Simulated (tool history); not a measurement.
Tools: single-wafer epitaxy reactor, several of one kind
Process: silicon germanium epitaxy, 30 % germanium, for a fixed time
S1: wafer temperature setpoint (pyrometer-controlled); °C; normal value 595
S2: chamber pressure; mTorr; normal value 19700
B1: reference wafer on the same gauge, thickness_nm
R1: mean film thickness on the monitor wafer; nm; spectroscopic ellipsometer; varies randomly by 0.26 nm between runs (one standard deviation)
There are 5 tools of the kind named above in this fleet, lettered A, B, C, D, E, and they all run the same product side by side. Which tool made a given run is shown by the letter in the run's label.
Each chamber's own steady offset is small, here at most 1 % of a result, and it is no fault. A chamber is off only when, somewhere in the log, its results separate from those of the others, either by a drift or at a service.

Run 1A, hour 8.6: usual settings; B1 45.870. Result: R1 52.632 nm.
Run 2D, hour 16.8: usual settings; B1 45.845. Result: R1 52.648 nm.
Run 3B, hour 22.8: usual settings; B1 45.918. Result: R1 53.699 nm.
Run 4C, hour 30.9: usual settings; B1 45.928. Result: R1 53.762 nm.
Run 5E, hour 35.4: usual settings; B1 45.935. Result: R1 53.591 nm.
Run 6C, hour 39.6: usual settings; B1 45.961. Result: R1 54.089 nm.
Run 7A, hour 43.6: usual settings; B1 45.894. Result: R1 53.087 nm.
Run 8E, hour 49.7: usual settings; B1 45.907. Result: R1 53.696 nm.
Run 9D, hour 54.6: usual settings; B1 45.895. Result: R1 52.557 nm.
Run 10B, hour 58.8: usual settings; B1 45.924. Result: R1 53.603 nm.
At hour 61.4: chamber C: pyrometer calibrated.
Run 11D, hour 66.7: usual settings; B1 45.912. Result: R1 52.585 nm.
Run 12C, hour 71.2: usual settings; B1 45.872. Result: R1 53.561 nm.
Run 13B, hour 75.5: usual settings; B1 45.905. Result: R1 53.652 nm.
Run 14A, hour 83.7: usual settings; B1 45.932. Result: R1 52.910 nm.
Run 15E, hour 91.3: usual settings but S1 609 °C, S2 24200 mTorr; B1 45.845. Result: R1 75.497 nm.
Run 16C, hour 97.7: usual settings but S1 609 °C, S2 24200 mTorr; B1 45.929. Result: R1 75.282 nm.
Run 17B, hour 105.5: usual settings but S1 609 °C, S2 24200 mTorr; B1 45.934. Result: R1 74.997 nm.
Run 18E, hour 112.7: usual settings but S1 609 °C, S2 24200 mTorr; B1 45.909. Result: R1 75.284 nm.
Run 19A, hour 120.4: usual settings but S1 609 °C, S2 24200 mTorr; B1 45.929. Result: R1 74.834 nm.
Run 20D, hour 127.8: usual settings; B1 45.897. Result: R1 53.591 nm.
Run 21D, hour 134.2: usual settings; B1 45.875. Result: R1 53.280 nm.
Run 22A, hour 142.6: usual settings; B1 45.886. Result: R1 52.352 nm.
Run 23B, hour 149.5: usual settings; B1 45.938. Result: R1 53.577 nm.
Run 24C, hour 155.7: usual settings; B1 45.904. Result: R1 54.067 nm.
Run 25E, hour 161.4: usual settings; B1 45.884. Result: R1 53.872 nm.
Run 26C, hour 165.4: usual settings but S1 583 °C; B1 45.889. Result: R1 43.112 nm.
Run 27E, hour 170.4: usual settings but S1 583 °C; B1 45.942. Result: R1 43.090 nm.
Run 28A, hour 176.2: usual settings but S1 583 °C; B1 45.897. Result: R1 42.001 nm.
Run 29B, hour 184.1: usual settings but S1 583 °C; B1 45.878. Result: R1 42.942 nm.
Run 30D, hour 192.9: usual settings but S1 583 °C; B1 45.912. Result: R1 42.706 nm.
Run 31E, hour 201.4: usual settings; B1 45.922. Result: R1 54.127 nm.
Run 32B, hour 208.2: usual settings but S1 602 °C, S2 17500 mTorr; B1 45.931. Result: R1 58.502 nm.
Run 33D, hour 215.4: usual settings but S1 602 °C, S2 17500 mTorr; B1 45.943. Result: R1 57.551 nm.
Run 34C, hour 223.8: usual settings but S1 602 °C, S2 17500 mTorr; B1 45.849. Result: R1 58.375 nm.
Run 35A, hour 230.1: usual settings but S1 602 °C, S2 17500 mTorr; B1 45.839. Result: R1 57.641 nm.
Run 36E, hour 238.9: usual settings but S1 602 °C, S2 17500 mTorr; B1 45.907. Result: R1 59.106 nm.
Run 37B, hour 244.1: usual settings; B1 45.852. Result: R1 53.691 nm.
Run 38A, hour 252.5: usual settings but S2 22500 mTorr; B1 45.866. Result: R1 56.162 nm.
Run 39D, hour 256.7: usual settings but S2 22500 mTorr; B1 45.898. Result: R1 56.017 nm.
Run 40C, hour 260.7: usual settings but S2 22500 mTorr; B1 45.904. Result: R1 56.694 nm.
Run 41D, hour 266.3: usual settings but S2 22500 mTorr; B1 45.929. Result: R1 56.499 nm.
Run 42A, hour 274.1: usual settings but S2 22500 mTorr; B1 45.940. Result: R1 55.562 nm.

Is one chamber off against the others, does the gauge drift, or is nothing wrong? If a chamber is off, say which, and what the likeliest cause is.

Little by little, chamber E moves away from the other chambers.
What lies behind it: true pressure above the setpoint (%) = 6.8.
The log may not tell that from: wafer temperature above the value expected at the setpoint (K).

Which of the 4 candidates below, each the usual settings with something changed and its results left as question marks, puts chamber E back in line with what the other chambers give on the usual settings?
To be in line, a result may differ from the other chambers' mean on the usual settings by at most: R1 0.910 nm
Run 43E-1, hour 280.5: usual settings but S1 596 °C, S2 19900 mTorr. Result: R1 ?.
Run 43E-2, hour 280.5: usual settings but S2 18300 mTorr. Result: R1 ?.
Run 43E-3, hour 280.5: usual settings but S1 598 °C, S2 20000 mTorr. Result: R1 ?.
Run 43E-4, hour 280.5: usual settings but S1 592 °C, S2 19400 mTorr. Result: R1 ?.

The mean the other chambers reach with the usual settings: R1 53.351 nm
  run      R1
43E-1  56.233
43E-2  53.431
43E-3  58.468
43E-4  51.679
The answer is 43E-2, which returns the chamber to within the allowed miss of the others.
